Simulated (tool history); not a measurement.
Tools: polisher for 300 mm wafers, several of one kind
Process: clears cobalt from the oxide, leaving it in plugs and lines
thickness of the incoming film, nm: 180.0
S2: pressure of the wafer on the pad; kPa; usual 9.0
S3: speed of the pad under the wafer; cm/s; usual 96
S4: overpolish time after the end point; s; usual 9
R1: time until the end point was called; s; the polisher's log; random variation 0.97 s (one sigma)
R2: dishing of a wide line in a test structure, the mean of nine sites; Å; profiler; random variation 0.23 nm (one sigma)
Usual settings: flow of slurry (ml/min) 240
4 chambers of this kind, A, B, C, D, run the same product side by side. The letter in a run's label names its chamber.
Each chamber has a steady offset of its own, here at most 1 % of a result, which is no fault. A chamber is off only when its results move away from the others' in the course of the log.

{"run": "1A", "hour": 6.3, "flow of slurry (ml/min)": 240, "S2": 9.0, "S3": 96, "S4": 9, "R1": 69.247, "R2": 198.51}
{"run": "2C", "hour": 12.0, "flow of slurry (ml/min)": 240, "S2": 9.0, "S3": 96, "S4": 9, "R1": 69.483, "R2": 197.29}
{"hour": 14.9, "done": "chamber A: worn pad replaced by a new one"}
{"run": "3B", "hour": 15.8, "flow of slurry (ml/min)": 240, "S2": 9.0, "S3": 96, "S4": 9, "R1": 70.417, "R2": 195.38}
{"run": "4D", "hour": 18.8, "flow of slurry (ml/min)": 240, "S2": 9.0, "S3": 96, "S4": 9, "R1": 67.605, "R2": 197.65}
{"run": "5B", "hour": 24.2, "flow of slurry (ml/min)": 240, "S2": 9.0, "S3": 96, "S4": 13, "R1": 68.477, "R2": 262.56}
{"hour": 24.8, "done": "chamber B: slurry nozzle cleaned"}
{"hour": 27.1, "done": "chamber B: worn pad replaced by a new one"}
{"run": "6A", "hour": 27.4, "flow of slurry (ml/min)": 240, "S2": 9.0, "S3": 96, "S4": 13, "R1": 68.411, "R2": 264.89}
{"run": "7D", "hour": 32.7, "flow of slurry (ml/min)": 240, "S2": 9.0, "S3": 96, "S4": 13, "R1": 69.489, "R2": 259.92}
{"run": "8C", "hour": 37.2, "flow of slurry (ml/min)": 240, "S2": 9.0, "S3": 96, "S4": 13, "R1": 70.445, "R2": 257.0}
{"run": "9D", "hour": 43.0, "flow of slurry (ml/min)": 240, "S2": 9.0, "S3": 96, "S4": 9, "R1": 68.497, "R2": 195.79}
{"run": "10A", "hour": 48.6, "flow of slurry (ml/min)": 240, "S2": 9.0, "S3": 96, "S4": 9, "R1": 69.466, "R2": 197.16}
{"hour": 52.5, "done": "chamber C: worn pad replaced by a new one"}
{"run": "11B", "hour": 54.0, "flow of slurry (ml/min)": 240, "S2": 9.0, "S3": 96, "S4": 9, "R1": 68.732, "R2": 196.77}
{"run": "12C", "hour": 58.4, "flow of slurry (ml/min)": 240, "S2": 9.0, "S3": 96, "S4": 9, "R1": 67.792, "R2": 192.45}
{"run": "13D", "hour": 64.5, "flow of slurry (ml/min)": 240, "S2": 9.0, "S3": 116, "S4": 9, "R1": 55.945, "R2": 228.56}
{"hour": 66.5, "done": "chamber A: worn pad replaced by a new one"}
{"run": "14B", "hour": 69.2, "flow of slurry (ml/min)": 240, "S2": 9.0, "S3": 116, "S4": 9, "R1": 56.551, "R2": 229.26}
{"run": "15A", "hour": 74.0, "flow of slurry (ml/min)": 240, "S2": 9.0, "S3": 116, "S4": 9, "R1": 57.015, "R2": 231.31}
{"run": "16C", "hour": 77.9, "flow of slurry (ml/min)": 240, "S2": 9.0, "S3": 116, "S4": 9, "R1": 57.239, "R2": 226.59}
{"run": "17D", "hour": 80.9, "flow of slurry (ml/min)": 240, "S2": 9.0, "S3": 96, "S4": 9, "R1": 68.497, "R2": 197.68}
{"run": "18A", "hour": 85.2, "flow of slurry (ml/min)": 240, "S2": 9.0, "S3": 96, "S4": 9, "R1": 68.842, "R2": 196.41}
{"hour": 87.0, "done": "chamber B: worn pad replaced by a new one"}
{"run": "19B", "hour": 88.6, "flow of slurry (ml/min)": 240, "S2": 9.0, "S3": 96, "S4": 5, "R1": 68.536, "R2": 118.99}
{"run": "20C", "hour": 93.4, "flow of slurry (ml/min)": 240, "S2": 9.0, "S3": 96, "S4": 5, "R1": 68.476, "R2": 117.36}
{"hour": 94.2, "done": "chamber D: worn pad replaced by a new one"}
{"run": "21A", "hour": 96.6, "flow of slurry (ml/min)": 240, "S2": 9.0, "S3": 96, "S4": 5, "R1": 67.243, "R2": 120.93}
{"hour": 97.2, "done": "chamber B: head pressure recalibrated"}
{"run": "22D", "hour": 101.8, "flow of slurry (ml/min)": 240, "S2": 9.0, "S3": 96, "S4": 5, "R1": 67.08, "R2": 116.39}
{"run": "23B", "hour": 105.6, "flow of slurry (ml/min)": 240, "S2": 9.0, "S3": 96, "S4": 9, "R1": 67.827, "R2": 197.83}
{"run": "24C", "hour": 109.1, "flow of slurry (ml/min)": 240, "S2": 9.0, "S3": 96, "S4": 9, "R1": 69.535, "R2": 189.88}
{"hour": 111.3, "done": "chamber C: head pressure recalibrated"}
{"hour": 112.6, "done": "chamber A: worn pad replaced by a new one"}
{"run": "25C", "hour": 113.5, "flow of slurry (ml/min)": 240, "S2": 9.0, "S3": 96, "S4": 9, "R1": 67.437, "R2": 194.54}
{"run": "26A", "hour": 116.4, "flow of slurry (ml/min)": 240, "S2": 9.0, "S3": 96, "S4": 9, "R1": 68.3, "R2": 201.27}
{"run": "27B", "hour": 119.9, "flow of slurry (ml/min)": 240, "S2": 9.0, "S3": 96, "S4": 9, "R1": 66.083, "R2": 197.23}
{"run": "28D", "hour": 124.2, "flow of slurry (ml/min)": 240, "S2": 9.0, "S3": 96, "S4": 9, "R1": 67.471, "R2": 194.47}
{"hour": 127.5, "done": "chamber C: worn pad replaced by a new one"}
{"run": "29D", "hour": 128.4, "flow of slurry (ml/min)": 240, "S2": 9.0, "S3": 96, "S4": 9, "R1": 67.209, "R2": 197.51}
{"run": "30C", "hour": 134.1, "flow of slurry (ml/min)": 240, "S2": 9.0, "S3": 96, "S4": 9, "R1": 67.717, "R2": 192.78}
{"run": "31A", "hour": 140.2, "flow of slurry (ml/min)": 240, "S2": 9.0, "S3": 96, "S4": 9, "R1": 68.244, "R2": 197.82}
{"run": "32B", "hour": 146.5, "flow of slurry (ml/min)": 240, "S2": 9.0, "S3": 96, "S4": 14, "R1": 67.971, "R2": 272.48}
{"hour": 147.1, "done": "chamber B: worn pad replaced by a new one"}
{"run": "33C", "hour": 152.5, "flow of slurry (ml/min)": 240, "S2": 9.0, "S3": 96, "S4": 14, "R1": 67.364, "R2": 273.04}
{"hour": 155.2, "done": "chamber A: worn pad replaced by a new one"}
{"run": "34D", "hour": 157.0, "flow of slurry (ml/min)": 240, "S2": 9.0, "S3": 96, "S4": 14, "R1": 67.956, "R2": 270.92}
{"run": "35A", "hour": 159.9, "flow of slurry (ml/min)": 240, "S2": 9.0, "S3": 96, "S4": 14, "R1": 67.772, "R2": 278.14}
{"run": "36B", "hour": 165.9, "flow of slurry (ml/min)": 240, "S2": 9.0, "S3": 96, "S4": 9, "R1": 69.104, "R2": 197.29}
{"run": "37B", "hour": 170.6, "flow of slurry (ml/min)": 240, "S2": 9.0, "S3": 96, "S4": 9, "R1": 67.632, "R2": 195.99}
{"run": "38C", "hour": 173.4, "flow of slurry (ml/min)": 315, "S2": 9.0, "S3": 96, "S4": 11, "R1": 65.334, "R2": 232.42}
{"run": "39A", "hour": 178.6, "flow of slurry (ml/min)": 315, "S2": 9.0, "S3": 96, "S4": 11, "R1": 66.625, "R2": 236.14}
{"run": "40D", "hour": 184.5, "flow of slurry (ml/min)": 315, "S2": 9.0, "S3": 96, "S4": 11, "R1": 64.966, "R2": 233.62}
{"run": "41B", "hour": 190.0, "flow of slurry (ml/min)": 315, "S2": 9.0, "S3": 96, "S4": 11, "R1": 67.775, "R2": 236.01}

Next, every chamber runs the same settings. What will each give?
{"run": "42A", "hour": 194.6, "flow of slurry (ml/min)": 240, "S2": 9.0, "S3": 96, "S4": 9, "R1": "?", "R2": "?"}
{"run": "42B", "hour": 194.6, "flow of slurry (ml/min)": 240, "S2": 9.0, "S3": 96, "S4": 9, "R1": "?", "R2": "?"}
{"run": "42C", "hour": 194.6, "flow of slurry (ml/min)": 240, "S2": 9.0, "S3": 96, "S4": 9, "R1": "?", "R2": "?"}
{"run": "42D", "hour": 194.6, "flow of slurry (ml/min)": 240, "S2": 9.0, "S3": 96, "S4": 9, "R1": "?", "R2": "?"}

run=42A R1=68.655 R2=200.89
run=42B R1=68.276 R2=196.59
run=42C R1=68.715 R2=194.76
run=42D R1=68.355 R2=197.47
